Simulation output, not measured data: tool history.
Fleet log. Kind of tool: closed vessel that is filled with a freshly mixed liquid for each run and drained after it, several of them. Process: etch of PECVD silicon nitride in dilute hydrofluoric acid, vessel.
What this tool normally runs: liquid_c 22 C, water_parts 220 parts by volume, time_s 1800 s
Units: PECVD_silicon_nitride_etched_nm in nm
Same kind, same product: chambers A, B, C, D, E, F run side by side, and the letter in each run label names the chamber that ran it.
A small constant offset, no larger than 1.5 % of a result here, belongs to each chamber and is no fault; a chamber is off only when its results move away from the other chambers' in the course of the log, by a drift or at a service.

| run | hour | liquid_c | water_parts | time_s | hours since the thermometer was replaced | hours since the hydrofluoric acid flow meter was replaced | read-back film thickness of the PECVD silicon nitride reference wafer, read on the same gauge (nm) | PECVD_silicon_nitride_etched_nm |
|---|---|---|---|---|---|---|---|---|
| 1D | 10.2 | 22 | 220 | 1800 | 993.2 | 1289.8 | 120.01 | 12.5070 |
| 2C | 16.6 | 22 | 220 | 1800 | 1079.4 | 516.7 | 120.00 | 12.3450 |
| 3F | 27.6 | 22 | 220 | 1800 | 121.6 | 1314.1 | 119.98 | 12.3590 |
| 4B | 37.1 | 22 | 220 | 1800 | 1239.4 | 750.8 | 120.02 | 12.5410 |
| 5E | 44.8 | 22 | 220 | 1800 | 56.0 | 109.1 | 119.99 | 12.5960 |
| 6A | 53.1 | 22 | 220 | 1800 | 1161.2 | 823.4 | 120.01 | 12.5240 |
| 7F | 59.7 | 24 | 160 | 1800 | 153.7 | 1346.2 | 120.03 | 19.2590 |
| 8E | 69.2 | 24 | 160 | 1800 | 80.4 | 133.5 | 120.02 | 19.7010 |
| 9C | 75.8 | 24 | 160 | 1800 | 1138.6 | 575.9 | 120.01 | 19.2610 |
| 10B | 83.8 | 24 | 160 | 1800 | 1286.1 | 797.5 | 120.02 | 19.6000 |
| 11A | 91.0 | 24 | 160 | 1800 | 1199.1 | 861.3 | 119.99 | 19.3170 |
| 12D | 100.1 | 24 | 160 | 1800 | 1083.1 | 1379.7 | 120.01 | 19.4730 |
| 13A | 106.2 | 22 | 220 | 1800 | 1214.3 | 876.5 | 119.99 | 12.5220 |
| 14E | 117.9 | 22 | 220 | 2440 | 129.1 | 182.2 | 119.99 | 17.0020 |
| 15B | 128.9 | 22 | 220 | 2440 | 1331.2 | 842.6 | 120.00 | 16.9640 |
| 16D | 137.3 | 22 | 220 | 2440 | 1120.3 | 1416.9 | 120.00 | 17.0230 |
| 17C | 146.2 | 22 | 220 | 2440 | 1209.0 | 646.3 | 119.99 | 16.7680 |
| 18F | 158.9 | 22 | 220 | 2440 | 252.9 | 1445.4 | 120.00 | 16.8040 |
| 19F | 167.3 | 22 | 220 | 2440 | 261.3 | 1453.8 | 119.99 | 16.7880 |
| 20E | 176.7 | 22 | 155 | 1435 | 187.9 | 241.0 | 120.01 | 14.2240 |
|  | 180.5 | chamber F: hydrofluoric acid flow meter replaced |
| 21B | 185.2 | 22 | 155 | 1435 | 1387.5 | 898.9 | 120.01 | 14.0820 |
| 22C | 192.9 | 22 | 155 | 1435 | 1255.7 | 693.0 | 119.98 | 13.9540 |
| 23A | 205.7 | 22 | 155 | 1435 | 1313.8 | 976.0 | 120.00 | 13.8910 |
| 24D | 214.6 | 22 | 155 | 1435 | 1197.6 | 1494.2 | 120.00 | 14.1970 |
|  | 216.5 | chamber C: hydrofluoric acid flow meter replaced |
| 25E | 222.6 | 22 | 155 | 1435 | 233.8 | 286.9 | 120.01 | 14.2260 |
| 26A | 230.1 | 22 | 160 | 795 | 1338.2 | 1000.4 | 120.00 | 7.4896 |
| 27B | 235.7 | 22 | 160 | 795 | 1438.0 | 949.4 | 120.01 | 7.6065 |
| 28C | 247.1 | 22 | 160 | 795 | 1309.9 | 30.6 | 119.99 | 7.4562 |
| 29F | 253.3 | 22 | 160 | 795 | 347.3 | 72.9 | 119.98 | 7.4868 |
| 30D | 263.3 | 22 | 160 | 795 | 1246.3 | 1542.9 | 119.98 | 7.6047 |
| 31A | 274.1 | 22 | 160 | 795 | 1382.2 | 1044.4 | 120.00 | 7.5336 |
| 32D | 280.6 | 22 | 220 | 1800 | 1263.6 | 1560.2 | 120.00 | 12.4900 |
| 33E | 289.8 | 22 | 220 | 1800 | 301.0 | 354.1 | 119.99 | 12.6050 |
| 34F | 300.1 | 22 | 220 | 1800 | 394.1 | 119.7 | 120.01 | 12.4290 |
| 35C | 310.1 | 22 | 220 | 1800 | 1372.9 | 93.6 | 120.02 | 12.3110 |
| 36B | 315.7 | 22 | 265 | 2765 | 1518.0 | 1029.4 | 119.99 | 15.8880 |

One chamber off, gauge drift, or nothing amiss beyond the chambers' own small offsets? If it is a chamber, which one, and what is the likeliest cause?

All chambers stay in line apart from their small fixed offsets, and the gauge does not drift.
